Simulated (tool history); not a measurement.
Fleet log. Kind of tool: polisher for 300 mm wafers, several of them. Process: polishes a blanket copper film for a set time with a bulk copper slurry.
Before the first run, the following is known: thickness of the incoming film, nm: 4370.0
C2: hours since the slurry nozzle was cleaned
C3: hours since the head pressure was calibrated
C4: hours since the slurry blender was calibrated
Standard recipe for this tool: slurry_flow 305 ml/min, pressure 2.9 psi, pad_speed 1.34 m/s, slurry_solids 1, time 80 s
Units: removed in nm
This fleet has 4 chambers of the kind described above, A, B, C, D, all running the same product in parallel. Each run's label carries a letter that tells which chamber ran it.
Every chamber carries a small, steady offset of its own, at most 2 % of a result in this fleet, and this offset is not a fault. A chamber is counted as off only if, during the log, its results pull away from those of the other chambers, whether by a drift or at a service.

{"run": "1B", "hour": 6.1, "slurry_flow": 305, "pressure": 2.9, "pad_speed": 1.34, "slurry_solids": 1, "time": 80, "wafers polished on this pad": 366, "C2": 63.7, "C3": 384.1, "C4": 61.4, "removed": 1214.4}
{"run": "2C", "hour": 16.7, "slurry_flow": 305, "pressure": 2.9, "pad_speed": 1.34, "slurry_solids": 1, "time": 80, "wafers polished on this pad": 593, "C2": 183.5, "C3": 288.6, "C4": 119.1, "removed": 1219}
{"hour": 17.5, "done": "chamber A: slurry blender recalibrated"}
{"run": "3A", "hour": 22.4, "slurry_flow": 305, "pressure": 2.9, "pad_speed": 1.34, "slurry_solids": 1, "time": 80, "wafers polished on this pad": 587, "C2": 310.3, "C3": 224, "C4": 4.9, "removed": 1230.1}
{"hour": 23.6, "done": "chamber A: worn pad replaced by a new one"}
{"run": "4D", "hour": 28.5, "slurry_flow": 305, "pressure": 2.9, "pad_speed": 1.34, "slurry_solids": 1, "time": 80, "wafers polished on this pad": 384, "C2": 129.4, "C3": 1184.1, "C4": 333.2, "removed": 1247.7}
{"run": "5B", "hour": 34.7, "slurry_flow": 305, "pressure": 2.9, "pad_speed": 1.34, "slurry_solids": 1, "time": 80, "wafers polished on this pad": 743, "C2": 92.3, "C3": 412.7, "C4": 90, "removed": 1215.9}
{"hour": 44.3, "done": "chamber D: head pressure recalibrated"}
{"run": "6C", "hour": 45.7, "slurry_flow": 305, "pressure": 2.9, "pad_speed": 1.34, "slurry_solids": 1, "time": 80, "wafers polished on this pad": 975, "C2": 212.5, "C3": 317.6, "C4": 148.1, "removed": 1202.6}
{"run": "7D", "hour": 53.4, "slurry_flow": 305, "pressure": 2.9, "pad_speed": 1.34, "slurry_solids": 1, "time": 80, "wafers polished on this pad": 712, "C2": 154.3, "C3": 9.2, "C4": 358.1, "removed": 1233.9}
{"hour": 54.3, "done": "chamber B: worn pad replaced by a new one"}
{"run": "8A", "hour": 60.1, "slurry_flow": 305, "pressure": 2.9, "pad_speed": 1.34, "slurry_solids": 1, "time": 80, "wafers polished on this pad": 481, "C2": 348, "C3": 261.7, "C4": 42.6, "removed": 1215.8}
{"hour": 67.2, "done": "chamber D: worn pad replaced by a new one"}
{"run": "9B", "hour": 68.5, "slurry_flow": 305, "pressure": 2.9, "pad_speed": 1.34, "slurry_solids": 1, "time": 80, "wafers polished on this pad": 188, "C2": 126.1, "C3": 446.5, "C4": 123.8, "removed": 1207.1}
{"hour": 70.9, "done": "chamber A: worn pad replaced by a new one"}
{"run": "10D", "hour": 79.4, "slurry_flow": 305, "pressure": 2.9, "pad_speed": 1.34, "slurry_solids": 1, "time": 80, "wafers polished on this pad": 161, "C2": 180.3, "C3": 35.2, "C4": 384.1, "removed": 1224.2}
{"run": "11A", "hour": 86.4, "slurry_flow": 305, "pressure": 2.9, "pad_speed": 1.34, "slurry_solids": 1, "time": 80, "wafers polished on this pad": 205, "C2": 374.3, "C3": 288, "C4": 68.9, "removed": 1226.8}
{"run": "12C", "hour": 96.7, "slurry_flow": 305, "pressure": 2.9, "pad_speed": 1.34, "slurry_solids": 1, "time": 80, "wafers polished on this pad": 1647, "C2": 263.5, "C3": 368.6, "C4": 199.1, "removed": 1189.4}
{"hour": 104.6, "done": "chamber C: slurry nozzle cleaned"}
{"run": "13A", "hour": 107.9, "slurry_flow": 305, "pressure": 2.9, "pad_speed": 1.34, "slurry_solids": 1, "time": 80, "wafers polished on this pad": 488, "C2": 395.8, "C3": 309.5, "C4": 90.4, "removed": 1237.4}
{"hour": 116.7, "done": "chamber C: head pressure recalibrated"}
{"run": "14D", "hour": 118.3, "slurry_flow": 305, "pressure": 2.9, "pad_speed": 1.34, "slurry_solids": 1, "time": 80, "wafers polished on this pad": 673, "C2": 219.2, "C3": 74.1, "C4": 423, "removed": 1269.7}
{"hour": 124.7, "done": "chamber A: worn pad replaced by a new one"}
{"run": "15C", "hour": 124.8, "slurry_flow": 305, "pressure": 2.9, "pad_speed": 1, "slurry_solids": 0.75, "time": 80, "wafers polished on this pad": 2017, "C2": 20.3, "C3": 8.1, "C4": 227.2, "removed": 840.18}
{"hour": 129.9, "done": "chamber D: slurry nozzle cleaned"}
{"hour": 131.3, "done": "chamber D: worn pad replaced by a new one"}
{"run": "16B", "hour": 133.1, "slurry_flow": 305, "pressure": 2.9, "pad_speed": 1, "slurry_solids": 0.75, "time": 80, "wafers polished on this pad": 1038, "C2": 190.7, "C3": 511.1, "C4": 188.4, "removed": 856.37}
{"hour": 137.9, "done": "chamber B: worn pad replaced by a new one"}
{"run": "17B", "hour": 138.8, "slurry_flow": 305, "pressure": 2.9, "pad_speed": 1, "slurry_solids": 0.75, "time": 80, "wafers polished on this pad": 11, "C2": 196.4, "C3": 516.8, "C4": 194.1, "removed": 857.36}
{"run": "18C", "hour": 151.0, "slurry_flow": 305, "pressure": 2.9, "pad_speed": 1, "slurry_solids": 0.75, "time": 80, "wafers polished on this pad": 2362, "C2": 46.5, "C3": 34.3, "C4": 253.4, "removed": 841.69}
{"run": "19D", "hour": 163.4, "slurry_flow": 305, "pressure": 2.9, "pad_speed": 1.34, "slurry_solids": 1, "time": 80, "wafers polished on this pad": 423, "C2": 33.6, "C3": 119.2, "C4": 468.1, "removed": 1254.3}
{"hour": 166.9, "done": "chamber B: slurry blender recalibrated"}
{"hour": 168.0, "done": "chamber A: worn pad replaced by a new one"}
{"run": "20A", "hour": 174.4, "slurry_flow": 305, "pressure": 2.9, "pad_speed": 1.34, "slurry_solids": 1, "time": 80, "wafers polished on this pad": 84, "C2": 462.3, "C3": 376, "C4": 156.9, "removed": 1239.8}
{"run": "21D", "hour": 182.7, "slurry_flow": 305, "pressure": 2.9, "pad_speed": 1.34, "slurry_solids": 1, "time": 80, "wafers polished on this pad": 677, "C2": 52.9, "C3": 138.5, "C4": 487.4, "removed": 1238.5}
{"hour": 185.4, "done": "chamber D: slurry blender recalibrated"}
{"run": "22A", "hour": 191.4, "slurry_flow": 305, "pressure": 2.9, "pad_speed": 1.34, "slurry_solids": 1, "time": 80, "wafers polished on this pad": 308, "C2": 479.3, "C3": 393, "C4": 173.9, "removed": 1220}
{"hour": 192.5, "done": "chamber B: slurry nozzle cleaned"}
{"hour": 196.8, "done": "chamber D: worn pad replaced by a new one"}
{"run": "23B", "hour": 202.5, "slurry_flow": 305, "pressure": 2.9, "pad_speed": 1.34, "slurry_solids": 1, "time": 80, "wafers polished on this pad": 850, "C2": 10.1, "C3": 580.5, "C4": 35.7, "removed": 1247}
{"run": "24C", "hour": 209.7, "slurry_flow": 305, "pressure": 2.9, "pad_speed": 1.34, "slurry_solids": 1, "time": 80, "wafers polished on this pad": 3135, "C2": 105.2, "C3": 93, "C4": 312.1, "removed": 1151.1}
{"hour": 214.5, "done": "chamber A: worn pad replaced by a new one"}
{"run": "25B", "hour": 219.3, "slurry_flow": 305, "pressure": 2.9, "pad_speed": 1.34, "slurry_solids": 1, "time": 80, "wafers polished on this pad": 1071, "C2": 26.9, "C3": 597.3, "C4": 52.5, "removed": 1217.7}
{"run": "26D", "hour": 227.6, "slurry_flow": 305, "pressure": 2.9, "pad_speed": 1.34, "slurry_solids": 1, "time": 80, "wafers polished on this pad": 406, "C2": 97.8, "C3": 183.4, "C4": 42.3, "removed": 1235.8}
{"run": "27A", "hour": 235.0, "slurry_flow": 305, "pressure": 2.9, "pad_speed": 1.34, "slurry_solids": 1, "time": 80, "wafers polished on this pad": 270, "C2": 522.9, "C3": 436.6, "C4": 217.5, "removed": 1220.9}

Which is it: a chamber that has drifted or been left off by a service, a gauge drift common to all chambers, or only each chamber's usual small offset? If a chamber is off, name it and its likeliest cause.

One chamber, C, drifts off from the rest bit by bit.
Most likely cause: removal rate lost through wear of the pad, % = 5.86.
The log may not tell that from: abrasive missing from the slurry, %.

Which of the 4 candidates below, each the usual settings with something changed and its results left as question marks, puts chamber C back in line with what the other chambers give on the usual settings?
In line means no further than this from the other chambers' mean on the usual settings: removed 35 nm
{"run": "28C-1", "hour": 244.2, "slurry_flow": 305, "pressure": 2.9, "pad_speed": 1.34, "slurry_solids": 1, "time": 81, "removed": "?"}
{"run": "28C-2", "hour": 244.2, "slurry_flow": 305, "pressure": 2.9, "pad_speed": 1.34, "slurry_solids": 0.9, "time": 80, "removed": "?"}
{"run": "28C-3", "hour": 244.2, "slurry_flow": 305, "pressure": 2.8, "pad_speed": 1.3, "slurry_solids": 1, "time": 80, "removed": "?"}
{"run": "28C-4", "hour": 244.2, "slurry_flow": 305, "pressure": 2.9, "pad_speed": 1.38, "slurry_solids": 1, "time": 83, "removed": "?"}

On the usual settings, the other chambers give on average: removed 1230.3 nm
run=28C-1 removed=1168.4
run=28C-2 removed=1128.7
run=28C-3 removed=1080.7
run=28C-4 removed=1232.6
28C-4 brings the chamber back in line.

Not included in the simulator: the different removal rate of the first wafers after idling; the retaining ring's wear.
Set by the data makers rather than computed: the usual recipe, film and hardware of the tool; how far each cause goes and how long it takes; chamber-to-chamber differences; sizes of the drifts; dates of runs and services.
